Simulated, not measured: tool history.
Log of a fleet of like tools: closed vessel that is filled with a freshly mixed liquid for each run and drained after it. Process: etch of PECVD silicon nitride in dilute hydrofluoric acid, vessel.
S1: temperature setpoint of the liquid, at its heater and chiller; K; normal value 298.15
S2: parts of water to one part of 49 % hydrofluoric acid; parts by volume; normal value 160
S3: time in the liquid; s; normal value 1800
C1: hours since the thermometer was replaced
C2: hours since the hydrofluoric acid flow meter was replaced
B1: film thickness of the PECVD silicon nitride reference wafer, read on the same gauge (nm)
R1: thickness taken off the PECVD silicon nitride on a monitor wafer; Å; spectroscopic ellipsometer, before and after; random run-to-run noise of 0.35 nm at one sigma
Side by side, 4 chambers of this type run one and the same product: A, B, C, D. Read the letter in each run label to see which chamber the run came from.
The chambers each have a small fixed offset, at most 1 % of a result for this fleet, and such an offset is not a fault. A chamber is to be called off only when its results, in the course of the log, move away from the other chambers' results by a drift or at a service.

| run | hour | S1 | S2 | S3 | C1 | C2 | B1 | R1 |
|---|---|---|---|---|---|---|---|---|
| 1A | 6.5 | 298.15 | 160 | 1800 | 1191.1 | 1651.9 | 129.98 | 361.34 |
| 2D | 19.6 | 298.15 | 160 | 1800 | 2209.3 | 1817.4 | 130.01 | 356.71 |
| 3C | 30.4 | 298.15 | 160 | 1800 | 669.4 | 45.6 | 129.97 | 361.58 |
| 4B | 42.8 | 298.15 | 160 | 1800 | 152.2 | 87 | 130 | 365.62 |
| 5A | 54.3 | 298.15 | 160 | 1800 | 1238.9 | 1699.7 | 129.98 | 357.85 |
| 6B | 65.4 | 298.15 | 160 | 1800 | 174.8 | 109.6 | 129.94 | 363.12 |
| 7D | 74.8 | 298.15 | 160 | 1800 | 2264.5 | 1872.6 | 129.99 | 362.67 |
| 8C | 84.7 | 298.15 | 160 | 1800 | 723.7 | 99.9 | 130.01 | 362.96 |
| 9B | 93.8 | 298.15 | 160 | 1800 | 203.2 | 138 | 129.99 | 362.58 |
| 10D | 104.7 | 298.15 | 160 | 1800 | 2294.4 | 1902.5 | 129.95 | 358.81 |
| 11A | 111.2 | 294.65 | 160 | 1800 | 1295.8 | 1756.6 | 130.03 | 288.52 |
| 12C | 118.3 | 294.65 | 160 | 1800 | 757.3 | 133.5 | 129.98 | 285.75 |
| 13A | 130 | 294.65 | 160 | 1800 | 1314.6 | 1775.4 | 130.01 | 289.84 |
| 14B | 137 | 294.65 | 160 | 1800 | 246.4 | 181.2 | 130.02 | 288.34 |
| 15D | 146.6 | 298.15 | 160 | 1800 | 2336.3 | 1944.4 | 130 | 362.97 |
| 16C | 157.9 | 298.15 | 160 | 1800 | 796.9 | 173.1 | 130 | 363.57 |
| 17B | 169.6 | 298.15 | 160 | 1800 | 279 | 213.8 | 130.04 | 368.17 |
| 18D | 178.3 | 298.15 | 160 | 1800 | 2368 | 1976.1 | 129.99 | 359.54 |
| 19A | 190.6 | 298.15 | 160 | 1800 | 1375.2 | 1836 | 129.97 | 357.29 |
| 20C | 203.5 | 298.15 | 160 | 1800 | 842.5 | 218.7 | 129.95 | 361.5 |
| 21D | 212.4 | 298.15 | 160 | 1800 | 2402.1 | 2010.2 | 130.03 | 359.52 |
| 22C | 221.2 | 298.15 | 160 | 1800 | 860.2 | 236.4 | 129.98 | 355.5 |
| 23A | 231.5 | 298.15 | 160 | 1800 | 1416.1 | 1876.9 | 129.99 | 364.99 |
| 24B | 242.6 | 298.15 | 160 | 1800 | 352 | 286.8 | 129.99 | 366.7 |
|  | 245.9 | chamber A: hydrofluoric acid flow meter replaced |
| 25C | 255.2 | 298.15 | 160 | 1800 | 894.2 | 270.4 | 130.04 | 362.07 |
| 26D | 265 | 298.15 | 160 | 1800 | 2454.7 | 2062.8 | 130.07 | 361.47 |
| 27A | 277.5 | 298.15 | 160 | 1800 | 1462.1 | 31.6 | 130.04 | 363.58 |
| 28B | 284.4 | 298.15 | 160 | 1800 | 393.8 | 328.6 | 129.98 | 364.53 |
| 29B | 297.3 | 298.15 | 160 | 1800 | 406.7 | 341.5 | 129.97 | 366.09 |
| 30D | 303.1 | 298.15 | 160 | 1800 | 2492.8 | 2100.9 | 130.02 | 362.5 |
| 31A | 312.9 | 298.15 | 160 | 1800 | 1497.5 | 67 | 130.02 | 366.81 |
| 32C | 320.4 | 298.15 | 160 | 1800 | 959.4 | 335.6 | 129.99 | 363.9 |
| 33A | 327.3 | 298.15 | 160 | 1800 | 1511.9 | 81.4 | 130 | 365.05 |
| 34D | 336.9 | 299.65 | 160 | 1370 | 2526.6 | 2134.7 | 130 | 303.26 |
| 35B | 345.1 | 299.65 | 160 | 1370 | 454.5 | 389.3 | 130.03 | 307.67 |
| 36C | 354 | 299.65 | 160 | 1370 | 993 | 369.2 | 130 | 297.86 |
| 37B | 363.5 | 299.65 | 160 | 1370 | 472.9 | 407.7 | 129.97 | 305.16 |
| 38D | 370.2 | 298.15 | 160 | 1800 | 2559.9 | 2168 | 130.04 | 359.11 |
| 39C | 380.2 | 298.15 | 160 | 1800 | 1019.2 | 395.4 | 130 | 359.48 |
| 40A | 388.1 | 298.15 | 125 | 1800 | 1572.7 | 142.2 | 129.98 | 462.64 |
| 41A | 400.4 | 298.15 | 125 | 1800 | 1585 | 154.5 | 130.05 | 459.28 |
| 42C | 409.7 | 298.15 | 125 | 1800 | 1048.7 | 424.9 | 130.02 | 462.49 |
| 43B | 422 | 298.15 | 125 | 1800 | 531.4 | 466.2 | 129.99 | 466.49 |

All 4 chambers run these settings next. Forecast each chamber's results:
| 44A | 431.6 | 298.15 | 200 | 1800 |  |  |  | ? |
| 44B | 431.6 | 298.15 | 200 | 1800 |  |  |  | ? |
| 44C | 431.6 | 298.15 | 200 | 1800 |  |  |  | ? |
| 44D | 431.6 | 298.15 | 200 | 1800 |  |  |  | ? |

| run | R1 |
|---|---|
| 44A | 288.9 |
| 44B | 293.09 |
| 44C | 285.82 |
| 44D | 287.62 |

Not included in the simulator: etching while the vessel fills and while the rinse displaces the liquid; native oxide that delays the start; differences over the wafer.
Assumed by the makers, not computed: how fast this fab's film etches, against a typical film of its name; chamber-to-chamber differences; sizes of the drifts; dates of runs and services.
